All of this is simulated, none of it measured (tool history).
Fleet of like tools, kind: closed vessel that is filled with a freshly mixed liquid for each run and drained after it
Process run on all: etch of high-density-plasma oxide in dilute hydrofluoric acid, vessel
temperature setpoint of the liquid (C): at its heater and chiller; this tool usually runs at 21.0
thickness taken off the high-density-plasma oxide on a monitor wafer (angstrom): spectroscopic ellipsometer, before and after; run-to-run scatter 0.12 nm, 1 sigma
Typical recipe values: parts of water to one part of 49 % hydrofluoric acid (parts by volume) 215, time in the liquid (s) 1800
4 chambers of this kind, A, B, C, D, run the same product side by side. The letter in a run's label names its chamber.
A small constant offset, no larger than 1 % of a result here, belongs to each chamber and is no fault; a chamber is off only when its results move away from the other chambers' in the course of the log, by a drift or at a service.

| run | hour | temperature setpoint of the liquid (C) | parts of water to one part of 49 % hydrofluoric acid (parts by volume) | time in the liquid (s) | hours since the thermometer was replaced | hours since the hydrofluoric acid flow meter was replaced | read-back film thickness of the high-density-plasma oxide reference wafer, read on the same gauge (nm) | thickness taken off the high-density-plasma oxide on a monitor wafer (angstrom) |
|---|---|---|---|---|---|---|---|---|
|  | 0.4 | chamber B: hydrofluoric acid flow meter replaced |
| 1D | 7.1 | 21.0 | 215 | 1800 | 2362.1 | 836.4 | 120.01 | 337.61 |
|  | 7.4 | chamber B: thermometer replaced |
| 2C | 11.9 | 21.0 | 215 | 1800 | 3006.5 | 1607.1 | 120.00 | 335.90 |
| 3A | 16.1 | 21.0 | 215 | 1800 | 223.7 | 831.1 | 120.00 | 333.26 |
|  | 17.3 | chamber C: thermometer replaced |
| 4B | 21.8 | 21.0 | 215 | 1800 | 14.4 | 21.5 | 120.00 | 337.49 |
| 5D | 27.3 | 21.0 | 215 | 1800 | 2382.3 | 856.6 | 119.99 | 334.68 |
| 6C | 31.3 | 21.0 | 215 | 1800 | 14.0 | 1626.5 | 120.00 | 337.54 |
| 7A | 37.4 | 21.0 | 215 | 1800 | 245.0 | 852.4 | 120.02 | 330.46 |
| 8B | 43.3 | 21.0 | 215 | 1800 | 35.9 | 43.0 | 120.02 | 338.40 |
| 9D | 46.8 | 21.0 | 215 | 1800 | 2401.8 | 876.1 | 119.99 | 335.03 |
| 10B | 51.0 | 21.0 | 215 | 1800 | 43.6 | 50.7 | 119.99 | 338.43 |
| 11C | 57.9 | 25.0 | 215 | 1800 | 40.6 | 1653.1 | 120.01 | 389.15 |
| 12A | 64.4 | 25.0 | 215 | 1800 | 272.0 | 879.4 | 120.02 | 384.05 |
| 13A | 70.0 | 25.0 | 215 | 1800 | 277.6 | 885.0 | 120.01 | 383.96 |
| 14B | 76.0 | 25.0 | 215 | 1800 | 68.6 | 75.7 | 120.02 | 392.50 |
| 15D | 81.6 | 21.0 | 215 | 1800 | 2436.6 | 910.9 | 120.01 | 336.99 |
| 16C | 87.4 | 21.0 | 215 | 1800 | 70.1 | 1682.6 | 120.00 | 338.23 |
| 17C | 92.1 | 21.0 | 215 | 1800 | 74.8 | 1687.3 | 119.99 | 336.36 |
| 18D | 96.8 | 21.0 | 215 | 1800 | 2451.8 | 926.1 | 119.99 | 335.51 |
| 19A | 100.4 | 21.0 | 215 | 1800 | 308.0 | 915.4 | 120.01 | 328.87 |
| 20B | 106.9 | 21.0 | 215 | 1800 | 99.5 | 106.6 | 120.01 | 337.81 |
| 21B | 112.8 | 21.0 | 215 | 1035 | 105.4 | 112.5 | 119.97 | 193.90 |
| 22D | 119.2 | 21.0 | 215 | 1035 | 2474.2 | 948.5 | 120.01 | 193.53 |
| 23C | 126.0 | 21.0 | 215 | 1035 | 108.7 | 1721.2 | 120.01 | 191.93 |
| 24A | 130.7 | 21.0 | 215 | 1035 | 338.3 | 945.7 | 120.00 | 188.03 |
| 25C | 135.3 | 21.0 | 215 | 1800 | 118.0 | 1730.5 | 119.99 | 336.73 |
| 26B | 140.7 | 21.0 | 215 | 1800 | 133.3 | 140.4 | 120.00 | 339.54 |
| 27A | 144.0 | 21.0 | 215 | 1800 | 351.6 | 959.0 | 120.02 | 328.41 |
| 28D | 149.5 | 21.0 | 215 | 1800 | 2504.5 | 978.8 | 120.02 | 335.42 |
| 29C | 155.1 | 21.0 | 215 | 1800 | 137.8 | 1750.3 | 119.99 | 335.93 |
| 30D | 159.0 | 17.5 | 320 | 1800 | 2514.0 | 988.3 | 119.99 | 179.34 |
| 31B | 163.8 | 17.5 | 320 | 1800 | 156.4 | 163.5 | 119.99 | 180.60 |
| 32A | 169.4 | 17.5 | 320 | 1800 | 377.0 | 984.4 | 119.96 | 176.15 |
| 33C | 176.4 | 17.5 | 320 | 1800 | 159.1 | 1771.6 | 120.05 | 178.84 |
| 34D | 180.6 | 21.0 | 215 | 1800 | 2535.6 | 1009.9 | 120.00 | 336.17 |
| 35B | 183.8 | 21.0 | 215 | 1800 | 176.4 | 183.5 | 120.01 | 339.68 |

All 4 chambers run these settings next. Forecast each chamber's results:
| 36A | 188.9 | 21.0 | 175 | 1800 |  |  |  | ? |
| 36B | 188.9 | 21.0 | 175 | 1800 |  |  |  | ? |
| 36C | 188.9 | 21.0 | 175 | 1800 |  |  |  | ? |
| 36D | 188.9 | 21.0 | 175 | 1800 |  |  |  | ? |

| run | thickness taken off the high-density-plasma oxide on a monitor wafer (angstrom) |
|---|---|
| 36A | 414.51 |
| 36B | 436.28 |
| 36C | 433.04 |
| 36D | 431.79 |
